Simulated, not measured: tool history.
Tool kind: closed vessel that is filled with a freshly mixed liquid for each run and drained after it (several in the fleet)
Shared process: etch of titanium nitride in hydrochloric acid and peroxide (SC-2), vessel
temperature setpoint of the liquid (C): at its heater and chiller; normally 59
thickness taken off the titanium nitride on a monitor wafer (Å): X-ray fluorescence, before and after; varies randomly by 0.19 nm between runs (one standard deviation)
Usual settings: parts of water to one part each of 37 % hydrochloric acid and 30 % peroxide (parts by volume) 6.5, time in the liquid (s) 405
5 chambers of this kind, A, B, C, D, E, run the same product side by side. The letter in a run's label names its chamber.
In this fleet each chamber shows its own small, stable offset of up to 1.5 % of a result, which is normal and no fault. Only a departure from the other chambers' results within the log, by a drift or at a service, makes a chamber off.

| run | hour | temperature setpoint of the liquid (C) | parts of water to one part each of 37 % hydrochloric acid and 30 % peroxide (parts by volume) | time in the liquid (s) | read-back film thickness of the titanium nitride reference wafer, read on the same gauge (nm) | thickness taken off the titanium nitride on a monitor wafer (Å) |
|---|---|---|---|---|---|---|
| 1E | 12.0 | 59 | 6.5 | 405 | 150.00 | 245.67 |
| 2B | 24.7 | 59 | 6.5 | 405 | 150.00 | 247.21 |
| 3D | 32.8 | 59 | 6.5 | 405 | 149.98 | 247.74 |
| 4A | 40.4 | 59 | 6.5 | 405 | 150.01 | 246.83 |
|  | 40.6 | chamber A: chemicals flow meter replaced |
| 5C | 47.4 | 67 | 5.5 | 405 | 149.99 | 466.08 |
| 6C | 54.2 | 67 | 5.5 | 405 | 149.98 | 465.96 |
| 7B | 61.7 | 67 | 5.5 | 405 | 150.02 | 462.33 |
| 8A | 69.8 | 67 | 5.5 | 405 | 149.99 | 462.81 |
| 9E | 75.9 | 67 | 5.5 | 405 | 149.96 | 446.64 |
| 10D | 85.9 | 59 | 6.5 | 405 | 150.00 | 246.51 |
|  | 90.1 | chamber E: chemicals flow meter replaced |
| 11B | 96.5 | 59 | 6.5 | 405 | 150.01 | 249.03 |
| 12C | 106.8 | 59 | 6.5 | 405 | 150.01 | 249.46 |
| 13E | 115.0 | 59 | 6.5 | 405 | 150.01 | 246.83 |
| 14A | 126.2 | 59 | 6.5 | 405 | 149.99 | 244.23 |
| 15D | 134.9 | 66 | 6.5 | 235 | 150.01 | 222.09 |
| 16C | 141.5 | 66 | 6.5 | 235 | 150.02 | 225.55 |
| 17D | 148.0 | 66 | 6.5 | 235 | 150.02 | 219.45 |
| 18A | 158.1 | 66 | 6.5 | 235 | 150.02 | 217.96 |
| 19E | 171.5 | 66 | 6.5 | 235 | 149.97 | 218.27 |
| 20B | 183.3 | 59 | 7.5 | 405 | 150.02 | 222.47 |
| 21C | 195.5 | 59 | 7.5 | 405 | 149.99 | 225.05 |
| 22A | 202.6 | 59 | 7.5 | 405 | 149.98 | 220.68 |
| 23E | 212.9 | 59 | 7.5 | 405 | 149.98 | 219.90 |
| 24D | 225.1 | 59 | 7.5 | 405 | 150.00 | 223.29 |
| 25B | 231.3 | 59 | 6.5 | 405 | 150.00 | 251.68 |
| 26C | 242.9 | 59 | 6.5 | 405 | 149.99 | 254.03 |
|  | 243.3 | chamber E: new drum of peroxide connected |
| 27E | 250.9 | 59 | 6.5 | 405 | 149.99 | 248.97 |
| 28D | 257.5 | 59 | 6.5 | 405 | 149.98 | 247.19 |
| 29A | 264.4 | 59 | 6.5 | 405 | 150.02 | 249.67 |
| 30B | 277.0 | 59 | 6.5 | 405 | 150.01 | 248.24 |
| 31C | 284.1 | 59 | 8.0 | 525 | 150.00 | 276.26 |
| 32D | 295.3 | 59 | 8.0 | 525 | 150.00 | 275.15 |
| 33B | 305.6 | 59 | 8.0 | 525 | 149.99 | 266.68 |

Is one chamber off against the others, does the gauge drift, or is nothing wrong? If a chamber is off, say which, and what the likeliest cause is.

Nothing is wrong: each chamber keeps only its own small, steady offset and the gauge holds still.
